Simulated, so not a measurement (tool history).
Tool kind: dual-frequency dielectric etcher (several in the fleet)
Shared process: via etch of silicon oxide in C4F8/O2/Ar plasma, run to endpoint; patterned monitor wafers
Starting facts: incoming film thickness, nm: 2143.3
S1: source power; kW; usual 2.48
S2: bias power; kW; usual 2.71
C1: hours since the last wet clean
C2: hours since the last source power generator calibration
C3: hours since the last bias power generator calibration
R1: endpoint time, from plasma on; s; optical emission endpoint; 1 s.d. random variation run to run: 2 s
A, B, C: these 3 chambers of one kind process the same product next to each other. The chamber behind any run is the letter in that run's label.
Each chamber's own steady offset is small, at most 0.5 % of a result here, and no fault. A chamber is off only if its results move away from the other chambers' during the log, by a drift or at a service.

run	hour	S1	S2	C1	C2	C3	R1
1B	3.6	2.48	2.71	406	870.4	735.5	352.87
2C	6.8	2.48	2.71	413.9	757.2	3322.1	355.12
# hour 10.6: chamber A: wet clean of the chamber
3A	11.1	2.48	2.71	0.5	1097.8	70	354.65
4B	15.4	2.48	2.71	417.8	882.2	747.3	353.52
5C	21.5	2.48	2.71	428.6	771.9	3336.8	356.8
6A	25.3	2.48	2.71	14.7	1112	84.2	357.02
7A	31.2	2.48	2.71	20.6	1117.9	90.1	358.51
8B	35.1	2.48	2.71	437.5	901.9	767	355.79
9C	39.6	2.48	2.71	446.7	790	3354.9	353.68
10C	44.1	2.48	2.71	451.2	794.5	3359.4	355.24
11B	49.7	2.48	2.71	452.1	916.5	781.6	352.54
12A	53.5	2.48	2.71	42.9	1140.2	112.4	354.52
13B	59.3	2.48	2.71	461.7	926.1	791.2	356.15
14C	64.8	2.48	2.71	471.9	815.2	3380.1	354.86
15A	69.3	2.48	2.71	58.7	1156	128.2	356.63
16A	73.2	2.48	2.71	62.6	1159.9	132.1	358.9
17B	77.6	2.48	2.71	480	944.4	809.5	352.03
# hour 83.3: chamber C: wet clean of the chamber
18C	83.5	2.17	2.459	0.3	833.9	3398.8	400.55
19B	89.7	2.17	2.459	492.1	956.5	821.6	385.26
20A	92.6	2.17	2.459	82	1179.3	151.5	384.66
21C	97.5	2.48	2.71	14.3	847.9	3412.8	368.1
22A	103.7	2.48	2.71	93.1	1190.4	162.6	352.82
23B	108.2	2.48	2.71	510.6	975	840.1	353.09
24C	113.5	2.48	2.71	30.3	863.9	3428.8	367.25
25B	117.7	2.48	2.71	520.1	984.5	849.6	356.56
26A	123.8	2.48	2.71	113.2	1210.5	182.7	356.1
27C	127.2	2.48	2.71	44	877.6	3442.5	367.25
28B	131.5	2.48	2.71	533.9	998.3	863.4	356.49
29C	134.8	2.48	2.71	51.6	885.2	3450.1	370.56
30A	137.8	2.48	2.71	127.2	1224.5	196.7	355.21
31C	141.9	2.48	2.71	58.7	892.3	3457.2	366.83
32B	147.4	2.48	2.71	549.8	1014.2	879.3	354.83
33A	151.2	2.48	2.71	140.6	1237.9	210.1	354.19
34C	156.8	2.48	2.71	73.6	907.2	3472.1	366.04
35A	159.8	2.48	2.71	149.2	1246.5	218.7	356.21
36B	163.9	2.48	2.71	566.3	1030.7	895.8	354.09
# hour 168.1: chamber B: wet clean of the chamber
37C	170	2.48	2.71	86.8	920.4	3485.3	367.33
38B	174.8	2.48	2.71	6.7	1041.6	906.7	355.76
39A	177.6	2.48	2.71	167	1264.3	236.5	357.9
40C	183.4	2.48	2.71	100.2	933.8	3498.7	372.14

Read the log: is a single chamber off, either drifting away or since a service, is the gauge that measures every chamber drifting, or is nothing wrong beyond small per-chamber offsets? Name any odd chamber and what most likely caused it.

Chamber C came out of a service off from its peers and stayed that way.
Most likely cause: etch rate under this chamber's usual, % = 4.02.

Here are 4 candidates for chamber C's next run, each the usual settings with a change, their results left as question marks. Which one brings its results back in line with what the others give on the usual settings?
In line means no further than this from the other chambers' mean on the usual settings: R1 6.9 s
41C-1	187.9	2.63	2.835				?
41C-2	187.9	2.48	2.12				?
41C-3	187.9	2.77	2.95				?
41C-4	187.9	2.33	2.585				?

The mean the other chambers reach with the usual settings: R1 355.71 s
run	R1
41C-1	356.95
41C-2	397.39
41C-3	345.63
41C-4	384.76
The answer is 41C-1, which returns the chamber to within the allowed miss of the others.
